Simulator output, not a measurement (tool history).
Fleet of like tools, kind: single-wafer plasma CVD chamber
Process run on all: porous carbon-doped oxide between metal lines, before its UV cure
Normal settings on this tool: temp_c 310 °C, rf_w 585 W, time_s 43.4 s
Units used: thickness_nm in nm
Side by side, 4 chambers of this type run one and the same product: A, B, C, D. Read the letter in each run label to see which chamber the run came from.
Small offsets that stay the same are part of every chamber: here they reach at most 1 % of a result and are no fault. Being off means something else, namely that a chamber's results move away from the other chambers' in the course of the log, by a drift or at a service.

| run | hour | temp_c | rf_w | time_s | hours since the last thermocouple change | hours since the last RF generator calibration | read-back reference wafer on the same gauge, thickness_nm | thickness_nm |
|---|---|---|---|---|---|---|---|---|
| 1D | 10.2 | 310 | 585 | 43.4 | 563.6 | 877.7 | 245.89 | 242.72 |
| 2C | 18.7 | 310 | 585 | 43.4 | 1545.1 | 368.1 | 245.88 | 243.49 |
| 3B | 24.9 | 310 | 585 | 43.4 | 132.9 | 137.3 | 245.88 | 244.45 |
| 4A | 37.2 | 310 | 585 | 43.4 | 300.7 | 837.4 | 245.91 | 243.78 |
| 5B | 49.5 | 310 | 585 | 43.4 | 157.5 | 161.9 | 245.86 | 245.24 |
| 6D | 62.1 | 310 | 585 | 43.4 | 615.5 | 929.6 | 245.88 | 242.20 |
| 7C | 67.8 | 310 | 680 | 43.4 | 1594.2 | 417.2 | 245.81 | 268.04 |
| 8A | 77.5 | 310 | 680 | 43.4 | 341.0 | 877.7 | 245.67 | 269.22 |
| 9C | 89.6 | 310 | 680 | 43.4 | 1616.0 | 439.0 | 245.61 | 268.06 |
| 10B | 99.7 | 310 | 680 | 43.4 | 207.7 | 212.1 | 245.65 | 270.06 |
| 11D | 110.0 | 310 | 585 | 43.4 | 663.4 | 977.5 | 245.56 | 242.03 |
| 12A | 116.5 | 310 | 585 | 43.4 | 380.0 | 916.7 | 245.52 | 243.67 |
| 13D | 126.2 | 310 | 585 | 43.4 | 679.6 | 993.7 | 245.49 | 241.55 |
| 14A | 138.0 | 310 | 585 | 43.4 | 401.5 | 938.2 | 245.37 | 243.83 |
| 15B | 148.8 | 310 | 585 | 36.9 | 256.8 | 261.2 | 245.40 | 208.83 |
| 16C | 155.6 | 310 | 585 | 36.9 | 1682.0 | 505.0 | 245.43 | 207.78 |
| 17C | 165.4 | 310 | 585 | 36.9 | 1691.8 | 514.8 | 245.33 | 207.44 |
| 18D | 173.7 | 310 | 585 | 36.9 | 727.1 | 1041.2 | 245.34 | 206.26 |
| 19A | 181.3 | 310 | 585 | 43.4 | 444.8 | 981.5 | 245.30 | 243.36 |
| 20B | 194.3 | 310 | 585 | 43.4 | 302.3 | 306.7 | 245.23 | 244.00 |
| 21C | 201.0 | 310 | 585 | 43.4 | 1727.4 | 550.4 | 245.18 | 242.99 |
| 22B | 210.8 | 310 | 585 | 43.4 | 318.8 | 323.2 | 245.18 | 244.67 |
| 23A | 218.5 | 310 | 585 | 43.4 | 482.0 | 1018.7 | 245.20 | 243.63 |
| 24D | 230.1 | 310 | 585 | 43.4 | 783.5 | 1097.6 | 245.13 | 241.48 |
| 25C | 239.9 | 298 | 585 | 39.9 | 1766.3 | 589.3 | 245.10 | 239.18 |
| 26A | 252.9 | 298 | 585 | 39.9 | 516.4 | 1053.1 | 245.05 | 240.00 |
| 27B | 260.2 | 298 | 585 | 39.9 | 368.2 | 372.6 | 245.01 | 240.06 |
| 28D | 268.0 | 298 | 585 | 39.9 | 821.4 | 1135.5 | 245.03 | 238.40 |
| 29D | 273.8 | 310 | 585 | 43.4 | 827.2 | 1141.3 | 244.92 | 241.70 |
| 30B | 286.6 | 310 | 585 | 43.4 | 394.6 | 399.0 | 244.95 | 244.25 |
| 31A | 296.5 | 310 | 585 | 43.4 | 560.0 | 1096.7 | 244.76 | 243.24 |

The same settings go to every chamber for the next run, one line per chamber below. Forecast the results for each:
| 32A | 306.0 | 316 | 585 | 43.4 |  |  |  | ? |
| 32B | 306.0 | 316 | 585 | 43.4 |  |  |  | ? |
| 32C | 306.0 | 316 | 585 | 43.4 |  |  |  | ? |
| 32D | 306.0 | 316 | 585 | 43.4 |  |  |  | ? |

| run | thickness_nm |
|---|---|
| 32A | 235.23 |
| 32B | 236.53 |
| 32C | 234.91 |
| 32D | 233.87 |
